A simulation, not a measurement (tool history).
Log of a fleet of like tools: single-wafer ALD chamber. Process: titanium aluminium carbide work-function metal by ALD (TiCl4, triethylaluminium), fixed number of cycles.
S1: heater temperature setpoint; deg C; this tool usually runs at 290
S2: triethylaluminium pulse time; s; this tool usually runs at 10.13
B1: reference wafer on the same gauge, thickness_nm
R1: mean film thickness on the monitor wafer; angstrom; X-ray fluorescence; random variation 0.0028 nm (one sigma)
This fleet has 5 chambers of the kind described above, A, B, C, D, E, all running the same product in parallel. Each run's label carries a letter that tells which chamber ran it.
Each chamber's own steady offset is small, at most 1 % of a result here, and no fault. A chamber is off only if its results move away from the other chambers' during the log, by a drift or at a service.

run 1A hour=8.2 | S1=290 S2=10.13 | B1=2.2098 | R1=19.228
run 2C hour=23.2 | S1=290 S2=10.13 | B1=2.2105 | R1=19.258
run 3E hour=34.6 | S1=290 S2=10.13 | B1=2.2109 | R1=19.114
run 4B hour=43.8 | S1=290 S2=10.13 | B1=2.212 | R1=19.379
run 5D hour=54.4 | S1=290 S2=10.13 | B1=2.2109 | R1=19.182
-- hour=62.9 chamber C: triethylaluminium bottle replaced
run 6B hour=64.6 | S1=299 S2=6.43 | B1=2.2122 | R1=18.535
run 7C hour=72.7 | S1=299 S2=6.43 | B1=2.2121 | R1=18.401
run 8D hour=87.5 | S1=299 S2=6.43 | B1=2.2124 | R1=18.316
run 9E hour=99.7 | S1=299 S2=6.43 | B1=2.2121 | R1=18.191
run 10A hour=114.8 | S1=299 S2=6.43 | B1=2.213 | R1=18.449
run 11C hour=122.5 | S1=290 S2=10.13 | B1=2.2132 | R1=19.268
run 12D hour=129.4 | S1=290 S2=10.13 | B1=2.2134 | R1=19.192
run 13E hour=141.6 | S1=290 S2=10.13 | B1=2.2142 | R1=19.106
run 14B hour=148.5 | S1=290 S2=10.13 | B1=2.2145 | R1=19.387
run 15A hour=163.3 | S1=290 S2=10.13 | B1=2.2139 | R1=19.258
run 16A hour=170.4 | S1=299 S2=6.32 | B1=2.2142 | R1=18.376
run 17B hour=184.5 | S1=299 S2=6.32 | B1=2.2152 | R1=18.473
run 18D hour=199.2 | S1=299 S2=6.32 | B1=2.2163 | R1=18.245
run 19E hour=208.9 | S1=299 S2=6.32 | B1=2.2155 | R1=18.145
-- hour=211.3 chamber E: triethylaluminium bottle replaced
run 20C hour=217.8 | S1=299 S2=6.32 | B1=2.2173 | R1=18.332
run 21B hour=224.8 | S1=282 S2=12.05 | B1=2.2173 | R1=19.008
run 22E hour=238 | S1=282 S2=12.05 | B1=2.2167 | R1=18.716
run 23C hour=252.1 | S1=282 S2=12.05 | B1=2.2172 | R1=18.804
run 24D hour=259.3 | S1=282 S2=12.05 | B1=2.2181 | R1=18.819
run 25A hour=269 | S1=282 S2=12.05 | B1=2.217 | R1=18.889
run 26D hour=277.4 | S1=298 S2=10.13 | B1=2.2179 | R1=19.943
run 27E hour=289.7 | S1=298 S2=10.13 | B1=2.2174 | R1=19.822
run 28B hour=303.8 | S1=298 S2=10.13 | B1=2.2187 | R1=20.099
run 29C hour=314.1 | S1=298 S2=10.13 | B1=2.2187 | R1=20.032
run 30A hour=323.2 | S1=298 S2=10.13 | B1=2.2192 | R1=19.952
run 31C hour=330.7 | S1=290 S2=10.13 | B1=2.2195 | R1=19.289
run 32E hour=345.5 | S1=290 S2=10.13 | B1=2.22 | R1=19.135
-- hour=355.3 chamber B: thermocouple changed; heater temperature recalibrated
run 33B hour=356.8 | S1=290 S2=10.13 | B1=2.2197 | R1=19.392
run 34A hour=371.5 | S1=290 S2=10.13 | B1=2.2206 | R1=19.258
run 35D hour=381 | S1=290 S2=10.13 | B1=2.2196 | R1=19.232
run 36B hour=389.4 | S1=290 S2=10.13 | B1=2.2217 | R1=19.414
run 37C hour=398.1 | S1=296 S2=8.26 | B1=2.2206 | R1=19.295
run 38A hour=409 | S1=296 S2=8.26 | B1=2.2217 | R1=19.242
run 39D hour=420.6 | S1=296 S2=8.26 | B1=2.2213 | R1=19.223
run 40E hour=429.7 | S1=296 S2=8.26 | B1=2.2223 | R1=19.114
run 41E hour=436.9 | S1=296 S2=8.26 | B1=2.222 | R1=19.183
run 42B hour=447.3 | S1=290 S2=10.13 | B1=2.222 | R1=19.485
run 43A hour=459.3 | S1=290 S2=6.5 | B1=2.2231 | R1=17.81
run 44C hour=468.1 | S1=290 S2=6.5 | B1=2.2227 | R1=17.803

Is one chamber off against the others, does the gauge drift, or is nothing wrong? If a chamber is off, say which, and what the likeliest cause is.

Every chamber seems to shift together because the gauge that measures them all drifts; the chambers themselves are fine.
Cause: gauge reads high (%) = 0.599.
